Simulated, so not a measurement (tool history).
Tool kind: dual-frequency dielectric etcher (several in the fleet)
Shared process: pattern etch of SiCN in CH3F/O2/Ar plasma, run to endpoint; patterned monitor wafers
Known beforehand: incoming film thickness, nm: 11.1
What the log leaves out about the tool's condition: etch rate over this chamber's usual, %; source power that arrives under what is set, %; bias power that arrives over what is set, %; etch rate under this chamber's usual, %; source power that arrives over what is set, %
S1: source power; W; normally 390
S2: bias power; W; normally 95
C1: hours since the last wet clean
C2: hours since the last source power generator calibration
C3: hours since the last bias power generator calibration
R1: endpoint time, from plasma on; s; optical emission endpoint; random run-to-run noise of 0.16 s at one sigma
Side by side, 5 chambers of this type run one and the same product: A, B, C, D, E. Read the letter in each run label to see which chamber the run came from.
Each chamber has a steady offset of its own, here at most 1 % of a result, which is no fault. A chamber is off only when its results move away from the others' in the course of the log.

Run 1B, hour 10.4: usual settings; C1 547.0; C2 1823.9; C3 1768.3. Result: R1 26.965 s.
Run 2A, hour 20.3: usual settings; C1 262.5; C2 154.2; C3 1627.7. Result: R1 26.804 s.
At hour 26.0: chamber B: wet clean of the chamber.
Run 3D, hour 29.8: usual settings; C1 47.7; C2 2990.6; C3 1531.8. Result: R1 27.104 s.
Run 4C, hour 36.2: usual settings; C1 256.4; C2 1631.9; C3 2903.5. Result: R1 26.782 s.
Run 5E, hour 43.6: usual settings; C1 156.3; C2 1249.0; C3 90.4. Result: R1 27.359 s.
Run 6E, hour 49.5: usual settings; C1 162.2; C2 1254.9; C3 96.3. Result: R1 26.891 s.
Run 7C, hour 58.7: usual settings; C1 278.9; C2 1654.4; C3 2926.0. Result: R1 26.590 s.
Run 8B, hour 68.4: usual settings; C1 42.4; C2 1881.9; C3 1826.3. Result: R1 27.180 s.
Run 9D, hour 75.8: usual settings; C1 93.7; C2 3036.6; C3 1577.8. Result: R1 26.902 s.
Run 10A, hour 81.0: usual settings; C1 323.2; C2 214.9; C3 1688.4. Result: R1 27.016 s.
Run 11E, hour 87.8: usual settings; C1 200.5; C2 1293.2; C3 134.6. Result: R1 27.078 s.
Run 12D, hour 96.9: usual settings but S1 320 W, S2 74 W; C1 114.8; C2 3057.7; C3 1598.9. Result: R1 32.151 s.
Run 13C, hour 102.4: usual settings but S1 320 W, S2 74 W; C1 322.6; C2 1698.1; C3 2969.7. Result: R1 31.532 s.
Run 14A, hour 110.4: usual settings but S1 320 W, S2 74 W; C1 352.6; C2 244.3; C3 1717.8. Result: R1 31.864 s.
Run 15B, hour 120.0: usual settings but S1 320 W, S2 74 W; C1 94.0; C2 1933.5; C3 1877.9. Result: R1 31.665 s.
Run 16E, hour 127.3: usual settings but S1 320 W, S2 74 W; C1 240.0; C2 1332.7; C3 174.1. Result: R1 32.074 s.
Run 17D, hour 136.5: usual settings; C1 154.4; C2 3097.3; C3 1638.5. Result: R1 27.281 s.
Run 18A, hour 142.7: usual settings; C1 384.9; C2 276.6; C3 1750.1. Result: R1 26.886 s.
Run 19B, hour 147.4: usual settings but S2 74 W; C1 121.4; C2 1960.9; C3 1905.3. Result: R1 29.887 s.
Run 20C, hour 153.0: usual settings but S2 74 W; C1 373.2; C2 1748.7; C3 3020.3. Result: R1 29.273 s.
Run 21A, hour 160.1: usual settings but S2 74 W; C1 402.3; C2 294.0; C3 1767.5. Result: R1 29.247 s.
Run 22E, hour 170.0: usual settings but S2 74 W; C1 282.7; C2 1375.4; C3 216.8. Result: R1 29.514 s.
Run 23D, hour 177.6: usual settings but S2 74 W; C1 195.5; C2 3138.4; C3 1679.6. Result: R1 29.678 s.
Run 24B, hour 183.6: usual settings; C1 157.6; C2 1997.1; C3 1941.5. Result: R1 27.258 s.
Run 25C, hour 190.6: usual settings but S2 79 W; C1 410.8; C2 1786.3; C3 3057.9. Result: R1 28.568 s.
Run 26C, hour 196.8: usual settings but S2 79 W; C1 417.0; C2 1792.5; C3 3064.1. Result: R1 28.909 s.
Run 27A, hour 204.9: usual settings but S2 79 W; C1 447.1; C2 338.8; C3 1812.3. Result: R1 28.083 s.
Run 28D, hour 210.4: usual settings but S2 79 W; C1 228.3; C2 3171.2; C3 1712.4. Result: R1 28.878 s.
Run 29B, hour 221.0: usual settings but S2 79 W; C1 195.0; C2 2034.5; C3 1978.9. Result: R1 29.224 s.
Run 30E, hour 226.5: usual settings but S1 430 W; C1 339.2; C2 1431.9; C3 273.3. Result: R1 26.146 s.
Run 31E, hour 231.2: usual settings but S1 430 W; C1 343.9; C2 1436.6; C3 278.0. Result: R1 26.113 s.
At hour 231.4: chamber E: wet clean of the chamber.
Run 32B, hour 238.9: usual settings but S1 430 W; C1 212.9; C2 2052.4; C3 1996.8. Result: R1 26.162 s.
Run 33D, hour 246.7: usual settings but S1 430 W; C1 264.6; C2 3207.5; C3 1748.7. Result: R1 26.442 s.
At hour 249.3: chamber C: wet clean of the chamber.
Run 34A, hour 254.3: usual settings but S1 430 W; C1 496.5; C2 388.2; C3 1861.7. Result: R1 25.055 s.
Run 35C, hour 261.2: usual settings; C1 11.9; C2 1856.9; C3 3128.5. Result: R1 26.893 s.
Run 36E, hour 269.7: usual settings; C1 38.3; C2 1475.1; C3 316.5. Result: R1 27.323 s.
Run 37C, hour 279.2: usual settings; C1 29.9; C2 1874.9; C3 3146.5. Result: R1 26.949 s.
Run 38D, hour 284.5: usual settings; C1 302.4; C2 3245.3; C3 1786.5. Result: R1 27.011 s.
Run 39B, hour 293.2: usual settings; C1 267.2; C2 2106.7; C3 2051.1. Result: R1 27.168 s.
Run 40A, hour 302.7: usual settings; C1 544.9; C2 436.6; C3 1910.1. Result: R1 25.713 s.
Run 41E, hour 307.6: usual settings; C1 76.2; C2 1513.0; C3 354.4. Result: R1 27.240 s.
Run 42A, hour 312.6: usual settings; C1 554.8; C2 446.5; C3 1920.0. Result: R1 25.669 s.
Run 43D, hour 322.1: usual settings; C1 340.0; C2 3282.9; C3 1824.1. Result: R1 27.217 s.

Is one chamber off against the others, does the gauge drift, or is nothing wrong? If a chamber is off, say which, and what the likeliest cause is.

One chamber, A, drifts off from the rest bit by bit.
Cause: etch rate over this chamber's usual, % = 5.05.

Below are 4 candidate recipes for chamber A's next run, each the usual settings with a change, their results shown as question marks. Which of them brings A's results back in line with what the other chambers give on the usual settings?
Counts as in line when no further than this from what the other chambers average on the usual settings: R1 0.570 s
Run 44A-1, hour 329.7: usual settings but S1 400 W, S2 97 W. Result: R1 ?.
Run 44A-2, hour 329.7: usual settings but S2 82 W. Result: R1 ?.
Run 44A-3, hour 329.7: usual settings but S1 420 W, S2 101 W. Result: R1 ?.
Run 44A-4, hour 329.7: usual settings but S1 380 W, S2 93 W. Result: R1 ?.

Other chambers, usual settings, mean: R1 27.101 s
  run      R1
44A-1  25.323
44A-2  27.189
44A-3  24.494
44A-4  26.220
44A-2 puts the chamber back in line with the other chambers.
